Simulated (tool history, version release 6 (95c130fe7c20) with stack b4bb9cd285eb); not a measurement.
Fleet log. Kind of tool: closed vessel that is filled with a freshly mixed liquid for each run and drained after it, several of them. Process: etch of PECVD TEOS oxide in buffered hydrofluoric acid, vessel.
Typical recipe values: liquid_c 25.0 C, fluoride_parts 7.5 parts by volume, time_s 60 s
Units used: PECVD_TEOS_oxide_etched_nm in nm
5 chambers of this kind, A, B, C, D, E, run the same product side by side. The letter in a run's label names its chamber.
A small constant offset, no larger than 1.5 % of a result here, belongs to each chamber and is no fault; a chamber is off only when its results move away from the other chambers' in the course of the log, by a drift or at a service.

| run | hour | liquid_c | fluoride_parts | time_s | read-back film thickness of the PECVD TEOS oxide reference wafer, read on the same gauge (nm) | PECVD_TEOS_oxide_etched_nm |
|---|---|---|---|---|---|---|
| 1A | 4.4 | 25.0 | 7.5 | 60 | 110.00 | 313.91 |
| 2B | 8.0 | 25.0 | 7.5 | 60 | 110.00 | 314.00 |
| 3D | 14.9 | 25.0 | 7.5 | 60 | 110.00 | 309.75 |
| 4E | 19.7 | 25.0 | 7.5 | 60 | 109.95 | 313.77 |
| 5C | 24.2 | 25.0 | 8.5 | 50 | 110.01 | 230.29 |
| 6B | 30.1 | 25.0 | 8.5 | 50 | 110.00 | 228.99 |
| 7C | 33.5 | 25.0 | 8.5 | 50 | 110.02 | 228.69 |
| 8A | 39.8 | 25.0 | 8.5 | 50 | 109.99 | 229.12 |
| 9E | 45.2 | 25.0 | 8.5 | 50 | 110.00 | 228.97 |
| 10D | 51.0 | 25.0 | 7.5 | 60 | 110.02 | 310.56 |
| 11A | 56.4 | 25.0 | 7.5 | 60 | 110.00 | 313.99 |
| 12B | 63.0 | 25.0 | 7.5 | 60 | 109.98 | 312.30 |
| 13E | 68.4 | 25.0 | 7.5 | 60 | 110.02 | 316.11 |
| 14C | 74.6 | 25.0 | 7.5 | 60 | 110.01 | 315.85 |
| 15D | 81.0 | 25.0 | 7.5 | 60 | 110.02 | 311.98 |
| 16B | 87.9 | 25.0 | 7.5 | 60 | 109.99 | 312.93 |
| 17E | 93.3 | 25.0 | 7.5 | 60 | 110.03 | 313.36 |
| 18A | 97.1 | 20.5 | 9.0 | 60 | 110.01 | 200.64 |
| 19D | 103.8 | 20.5 | 9.0 | 60 | 110.02 | 201.84 |
| 20C | 107.5 | 20.5 | 9.0 | 60 | 110.02 | 201.65 |
|  | 110.7 | chamber C: thermometer replaced |
| 21C | 114.2 | 20.5 | 9.0 | 60 | 110.01 | 200.82 |
| 22A | 117.2 | 20.5 | 9.0 | 60 | 110.02 | 201.97 |
| 23B | 122.5 | 25.0 | 7.5 | 60 | 110.03 | 312.95 |
| 24E | 126.3 | 25.0 | 7.5 | 60 | 110.02 | 313.69 |
| 25D | 133.0 | 25.0 | 7.5 | 60 | 109.99 | 319.09 |
| 26D | 137.9 | 25.0 | 7.5 | 75 | 110.03 | 398.50 |
| 27E | 142.1 | 25.0 | 7.5 | 75 | 109.98 | 392.57 |
| 28B | 147.3 | 25.0 | 7.5 | 75 | 109.99 | 391.59 |
| 29C | 151.1 | 25.0 | 7.5 | 75 | 110.04 | 392.56 |
| 30A | 155.7 | 25.0 | 7.5 | 75 | 109.97 | 391.21 |
| 31A | 161.5 | 27.0 | 8.5 | 60 | 109.99 | 305.23 |
| 32B | 166.6 | 27.0 | 8.5 | 60 | 109.99 | 305.14 |
| 33E | 172.2 | 27.0 | 8.5 | 60 | 110.01 | 307.07 |
| 34C | 178.8 | 27.0 | 8.5 | 60 | 109.96 | 306.71 |
| 35D | 183.9 | 27.0 | 8.5 | 60 | 109.99 | 310.96 |

Each of the 5 chambers runs these same settings next. Fill in every chamber's results:
| 36A | 188.9 | 25.0 | 5.5 | 60 |  | ? |
| 36B | 188.9 | 25.0 | 5.5 | 60 |  | ? |
| 36C | 188.9 | 25.0 | 5.5 | 60 |  | ? |
| 36D | 188.9 | 25.0 | 5.5 | 60 |  | ? |
| 36E | 188.9 | 25.0 | 5.5 | 60 |  | ? |

| run | PECVD_TEOS_oxide_etched_nm |
|---|---|
| 36A | 413.95 |
| 36B | 418.18 |
| 36C | 419.61 |
| 36D | 426.11 |
| 36E | 418.13 |

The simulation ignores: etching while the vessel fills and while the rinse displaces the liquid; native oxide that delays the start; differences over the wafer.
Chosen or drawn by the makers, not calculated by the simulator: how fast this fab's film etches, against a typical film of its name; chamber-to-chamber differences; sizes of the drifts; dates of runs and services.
